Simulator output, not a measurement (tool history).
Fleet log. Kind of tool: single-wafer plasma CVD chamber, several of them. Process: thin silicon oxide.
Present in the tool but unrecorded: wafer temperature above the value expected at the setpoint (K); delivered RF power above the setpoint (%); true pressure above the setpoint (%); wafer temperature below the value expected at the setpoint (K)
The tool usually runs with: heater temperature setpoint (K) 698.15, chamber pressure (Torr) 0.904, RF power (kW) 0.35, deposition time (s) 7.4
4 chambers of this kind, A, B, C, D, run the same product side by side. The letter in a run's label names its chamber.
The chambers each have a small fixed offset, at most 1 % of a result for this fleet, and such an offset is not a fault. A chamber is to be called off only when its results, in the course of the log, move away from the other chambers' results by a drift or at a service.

| run | day | heater temperature setpoint (K) | chamber pressure (Torr) | RF power (kW) | deposition time (s) | hours since the last thermocouple change | hours since the last RF generator calibration | hours since the last manometer calibration | read-back reference wafer on the same gauge, thickness_nm | mean film thickness on the monitor wafer (angstrom) |
|---|---|---|---|---|---|---|---|---|---|---|
| 1A | 0.429 | 698.15 | 0.904 | 0.35 | 7.4 | 737 | 1566 | 921.3 | 16.303 | 157.32 |
| 2B | 0.7 | 698.15 | 0.904 | 0.35 | 7.4 | 203.5 | 790.5 | 239.5 | 16.296 | 157.12 |
| 3C | 1.217 | 698.15 | 0.904 | 0.35 | 7.4 | 1376.6 | 495.6 | 1160.4 | 16.296 | 157.87 |
| 4D | 1.554 | 698.15 | 0.904 | 0.35 | 7.4 | 589.5 | 670.2 | 824.3 | 16.31 | 157.98 |
| 5B | 2.125 | 698.15 | 0.904 | 0.35 | 7.4 | 237.7 | 824.7 | 273.7 | 16.306 | 157.75 |
| 6C | 2.425 | 698.15 | 0.904 | 0.35 | 7.4 | 1405.6 | 524.6 | 1189.4 | 16.313 | 157.21 |
| 7D | 2.838 | 698.15 | 0.904 | 0.35 | 7.4 | 620.3 | 701 | 855.1 | 16.302 | 158.36 |
| 8A | 3.45 | 698.15 | 0.904 | 0.35 | 7.4 | 809.5 | 1638.5 | 993.8 | 16.297 | 158.26 |
| 9C | 3.883 | 698.15 | 0.904 | 0.35 | 7.4 | 1440.6 | 559.6 | 1224.4 | 16.312 | 157.47 |
| 10D | 4.396 | 698.15 | 0.904 | 0.35 | 7.4 | 657.7 | 738.4 | 892.5 | 16.298 | 157.63 |
| 11A | 4.9 | 688.15 | 1.032 | 0.35 | 7.4 | 844.3 | 1673.3 | 1028.6 | 16.303 | 175.11 |
| 12B | 5.242 | 688.15 | 1.032 | 0.35 | 7.4 | 312.5 | 899.5 | 348.5 | 16.3 | 175.61 |
| 13A | 5.721 | 688.15 | 1.032 | 0.35 | 7.4 | 864 | 1693 | 1048.3 | 16.305 | 174.71 |
| 14B | 6.338 | 688.15 | 1.032 | 0.35 | 7.4 | 338.8 | 925.8 | 374.8 | 16.294 | 174.35 |
|  | 6.367 | chamber C: capacitance manometer re-zeroed and calibrated |
| 15C | 6.762 | 698.15 | 0.904 | 0.35 | 7.4 | 1509.7 | 628.7 | 9.5 | 16.296 | 161.11 |
| 16D | 7.2 | 698.15 | 0.904 | 0.35 | 7.4 | 725 | 805.7 | 959.8 | 16.307 | 157.28 |
| 17C | 7.479 | 698.15 | 0.904 | 0.35 | 7.4 | 1526.9 | 645.9 | 26.7 | 16.306 | 161.84 |
| 18A | 8.025 | 698.15 | 0.904 | 0.35 | 7.4 | 919.3 | 1748.3 | 1103.6 | 16.298 | 158.04 |
|  | 8.471 | chamber C: thermocouple changed; heater temperature recalibrated |
| 19B | 8.562 | 694.15 | 0.904 | 0.3 | 7.4 | 392.2 | 979.2 | 428.2 | 16.31 | 148.77 |
| 20D | 9.058 | 694.15 | 0.904 | 0.3 | 7.4 | 769.6 | 850.3 | 1004.4 | 16.298 | 148.75 |
| 21D | 9.45 | 694.15 | 0.904 | 0.3 | 7.4 | 779 | 859.7 | 1013.8 | 16.288 | 149.85 |
| 22A | 9.979 | 694.15 | 0.904 | 0.3 | 7.4 | 966.2 | 1795.2 | 1150.5 | 16.305 | 148.64 |
| 23B | 10.338 | 698.15 | 0.904 | 0.35 | 7.4 | 434.8 | 1021.8 | 470.8 | 16.295 | 157.12 |
| 24C | 10.938 | 698.15 | 0.904 | 0.35 | 7.4 | 59.3 | 728.9 | 109.7 | 16.301 | 161.17 |
| 25A | 11.504 | 698.15 | 0.79 | 0.35 | 7.4 | 1002.8 | 1831.8 | 1187.1 | 16.299 | 140.37 |
| 26C | 11.962 | 698.15 | 0.79 | 0.35 | 7.4 | 83.9 | 753.5 | 134.3 | 16.299 | 144.12 |
| 27B | 12.504 | 698.15 | 0.79 | 0.35 | 7.4 | 486.8 | 1073.8 | 522.8 | 16.306 | 140.36 |
| 28D | 12.967 | 698.15 | 0.79 | 0.35 | 7.4 | 863.4 | 944.1 | 1098.2 | 16.295 | 140.57 |
| 29C | 13.254 | 698.15 | 0.904 | 0.35 | 7.4 | 114.9 | 784.5 | 165.3 | 16.299 | 160.52 |
| 30A | 13.679 | 698.15 | 0.904 | 0.35 | 7.4 | 1055 | 1884 | 1239.3 | 16.301 | 158.78 |
| 31D | 13.967 | 698.15 | 0.904 | 0.35 | 7.4 | 887.4 | 968.1 | 1122.2 | 16.298 | 158.13 |
| 32B | 14.529 | 698.15 | 0.904 | 0.35 | 7.4 | 535.4 | 1122.4 | 571.4 | 16.297 | 157.51 |
| 33C | 14.896 | 698.15 | 0.904 | 0.35 | 7.4 | 154.3 | 823.9 | 204.7 | 16.297 | 162.24 |
| 34B | 15.388 | 698.15 | 0.904 | 0.35 | 7.4 | 556 | 1143 | 592 | 16.306 | 158.12 |
| 35D | 15.692 | 698.15 | 0.904 | 0.35 | 7.4 | 928.8 | 1009.5 | 1163.6 | 16.3 | 157.5 |
| 36A | 16.1 | 698.15 | 0.904 | 0.35 | 7.4 | 1113.1 | 1942.1 | 1297.4 | 16.302 | 158.06 |

Next, every chamber runs the same settings. What will each give?
| 37A | 16.546 | 698.15 | 0.904 | 0.35 | 7.4 |  |  |  |  | ? |
| 37B | 16.546 | 698.15 | 0.904 | 0.35 | 7.4 |  |  |  |  | ? |
| 37C | 16.546 | 698.15 | 0.904 | 0.35 | 7.4 |  |  |  |  | ? |
| 37D | 16.546 | 698.15 | 0.904 | 0.35 | 7.4 |  |  |  |  | ? |

| run | mean film thickness on the monitor wafer (angstrom) |
|---|---|
| 37A | 157.83 |
| 37B | 156.98 |
| 37C | 162.37 |
| 37D | 157.91 |
